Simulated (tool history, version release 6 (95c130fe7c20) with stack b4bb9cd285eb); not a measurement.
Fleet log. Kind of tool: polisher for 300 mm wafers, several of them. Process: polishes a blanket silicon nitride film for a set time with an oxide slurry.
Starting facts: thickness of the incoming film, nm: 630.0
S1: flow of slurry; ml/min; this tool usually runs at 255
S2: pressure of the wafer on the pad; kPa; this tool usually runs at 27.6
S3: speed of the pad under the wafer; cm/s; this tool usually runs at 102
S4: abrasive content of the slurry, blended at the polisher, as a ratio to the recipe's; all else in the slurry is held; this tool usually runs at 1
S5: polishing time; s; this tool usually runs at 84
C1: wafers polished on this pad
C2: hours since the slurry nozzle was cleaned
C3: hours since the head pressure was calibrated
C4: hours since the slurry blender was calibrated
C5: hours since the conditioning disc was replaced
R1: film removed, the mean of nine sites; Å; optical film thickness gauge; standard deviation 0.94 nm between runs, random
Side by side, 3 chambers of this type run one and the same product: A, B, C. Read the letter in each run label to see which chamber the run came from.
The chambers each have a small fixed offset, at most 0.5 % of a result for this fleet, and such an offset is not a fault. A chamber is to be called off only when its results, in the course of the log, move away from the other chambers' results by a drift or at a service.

| run | hour | S1 | S2 | S3 | S4 | S5 | C1 | C2 | C3 | C4 | C5 | R1 |
|---|---|---|---|---|---|---|---|---|---|---|---|---|
| 1C | 5.5 | 255 | 27.6 | 102 | 1 | 84 | 620 | 44.6 | 848.2 | 83.1 | 193.5 | 701.51 |
|  | 6.9 | chamber A: worn pad replaced by a new one |
| 2B | 10.5 | 255 | 27.6 | 102 | 1 | 84 | 143 | 259.4 | 875.6 | 100.9 | 171 | 696.85 |
| 3A | 14.6 | 255 | 27.6 | 102 | 1 | 84 | 75 | 241 | 351.7 | 110.5 | 89.1 | 677.86 |
|  | 14.9 | chamber C: head pressure recalibrated |
| 4B | 20.5 | 255 | 27.6 | 102 | 1 | 84 | 241 | 269.4 | 885.6 | 110.9 | 181 | 709.77 |
| 5C | 25 | 255 | 27.6 | 102 | 1 | 84 | 810 | 64.1 | 10.2 | 102.6 | 213 | 685.6 |
| 6A | 28.1 | 255 | 27.6 | 102 | 1 | 84 | 207 | 254.5 | 365.2 | 124 | 102.6 | 713.58 |
| 7A | 35 | 255 | 27.6 | 102 | 0.7 | 65 | 274 | 261.4 | 372.1 | 130.9 | 109.5 | 459.84 |
|  | 36.9 | chamber B: slurry blender recalibrated |
| 8C | 40.3 | 255 | 27.6 | 102 | 0.7 | 65 | 960 | 79.4 | 25.5 | 117.9 | 228.3 | 454.17 |
| 9B | 45.4 | 255 | 27.6 | 102 | 0.7 | 65 | 484 | 294.3 | 910.5 | 8.6 | 205.9 | 446.38 |
| 10A | 52.1 | 255 | 27.6 | 102 | 1 | 84 | 442 | 278.5 | 389.2 | 148 | 126.6 | 703.82 |
| 11B | 57.2 | 255 | 27.6 | 102 | 1 | 84 | 600 | 306.1 | 922.3 | 20.4 | 217.7 | 692.94 |
|  | 58.3 | chamber C: worn pad replaced by a new one |
| 12C | 62 | 255 | 27.6 | 102 | 1 | 84 | 37 | 101.1 | 47.2 | 139.6 | 250 | 707 |
| 13C | 65.6 | 255 | 27.6 | 102 | 1 | 84 | 72 | 104.7 | 50.8 | 143.2 | 253.6 | 682.99 |
|  | 69.4 | chamber A: worn pad replaced by a new one |
| 14A | 71.4 | 340 | 27.6 | 102 | 1 | 75 | 19 | 297.8 | 408.5 | 167.3 | 145.9 | 625.58 |
| 15B | 75.3 | 340 | 27.6 | 102 | 1 | 75 | 777 | 324.2 | 940.4 | 38.5 | 235.8 | 630.56 |
| 16A | 80.9 | 340 | 27.6 | 102 | 1 | 75 | 112 | 307.3 | 418 | 176.8 | 155.4 | 648.82 |
| 17B | 84.6 | 255 | 27.6 | 102 | 1 | 84 | 868 | 333.5 | 949.7 | 47.8 | 245.1 | 697.17 |
| 18C | 88.3 | 255 | 36.5 | 84 | 1 | 84 | 294 | 127.4 | 73.5 | 165.9 | 276.3 | 790.64 |
|  | 93.8 | chamber B: conditioning disc replaced and pad reconditioned |
| 19C | 95 | 255 | 36.5 | 84 | 1 | 84 | 359 | 134.1 | 80.2 | 172.6 | 283 | 785.2 |
| 20B | 100.6 | 255 | 36.5 | 84 | 1 | 84 | 1024 | 349.5 | 965.7 | 63.8 | 6.9 | 799.45 |
|  | 102.1 | chamber B: worn pad replaced by a new one |
|  | 102.4 | chamber B: head pressure recalibrated |
|  | 104.1 | chamber C: slurry blender recalibrated |
| 21A | 107.5 | 255 | 27.6 | 102 | 1 | 84 | 372 | 333.9 | 444.6 | 203.4 | 182 | 699.16 |
| 22B | 111.3 | 255 | 27.6 | 102 | 1 | 84 | 90 | 360.2 | 8.9 | 74.5 | 17.6 | 751.43 |
| 23A | 115.8 | 255 | 27.6 | 102 | 1 | 84 | 453 | 342.2 | 452.9 | 211.7 | 190.3 | 693.58 |
| 24C | 119.6 | 255 | 27.6 | 102 | 1 | 84 | 600 | 158.7 | 104.8 | 15.5 | 307.6 | 678.61 |
| 25B | 124.7 | 255 | 27.6 | 102 | 1 | 84 | 221 | 373.6 | 22.3 | 87.9 | 31 | 751.61 |
| 26A | 129.2 | 255 | 27.6 | 102 | 1 | 84 | 584 | 355.6 | 466.3 | 225.1 | 203.7 | 670.02 |
| 27C | 135.5 | 255 | 27.6 | 102 | 1 | 84 | 755 | 174.6 | 120.7 | 31.4 | 323.5 | 686.75 |
| 28A | 139.9 | 255 | 27.6 | 102 | 1 | 84 | 689 | 366.3 | 477 | 235.8 | 214.4 | 703.23 |
|  | 142.3 | chamber A: worn pad replaced by a new one |
|  | 144.1 | chamber C: conditioning disc replaced and pad reconditioned |
|  | 146.4 | chamber A: slurry nozzle cleaned |
| 29C | 146.8 | 255 | 27.6 | 102 | 1 | 84 | 866 | 185.9 | 132 | 42.7 | 2.7 | 692.22 |
| 30B | 152.2 | 255 | 27.6 | 102 | 1 | 84 | 490 | 401.1 | 49.8 | 115.4 | 58.5 | 744.14 |
| 31B | 157 | 255 | 27.6 | 102 | 1 | 84 | 537 | 405.9 | 54.6 | 120.2 | 63.3 | 744.66 |
|  | 161.1 | chamber C: worn pad replaced by a new one |
| 32A | 162.7 | 255 | 27.6 | 102 | 1 | 84 | 199 | 16.3 | 499.8 | 258.6 | 237.2 | 685.71 |
| 33C | 167.9 | 255 | 22.8 | 102 | 1 | 111 | 67 | 207 | 153.1 | 63.8 | 23.8 | 723.02 |

All 3 chambers run these settings next. Forecast each chamber's results:
| 34A | 172.9 | 255 | 27.6 | 116 | 1 | 84 |  |  |  |  |  | ? |
| 34B | 172.9 | 255 | 27.6 | 116 | 1 | 84 |  |  |  |  |  | ? |
| 34C | 172.9 | 255 | 27.6 | 116 | 1 | 84 |  |  |  |  |  | ? |

| run | R1 |
|---|---|
| 34A | 772.39 |
| 34B | 815.73 |
| 34C | 777.96 |

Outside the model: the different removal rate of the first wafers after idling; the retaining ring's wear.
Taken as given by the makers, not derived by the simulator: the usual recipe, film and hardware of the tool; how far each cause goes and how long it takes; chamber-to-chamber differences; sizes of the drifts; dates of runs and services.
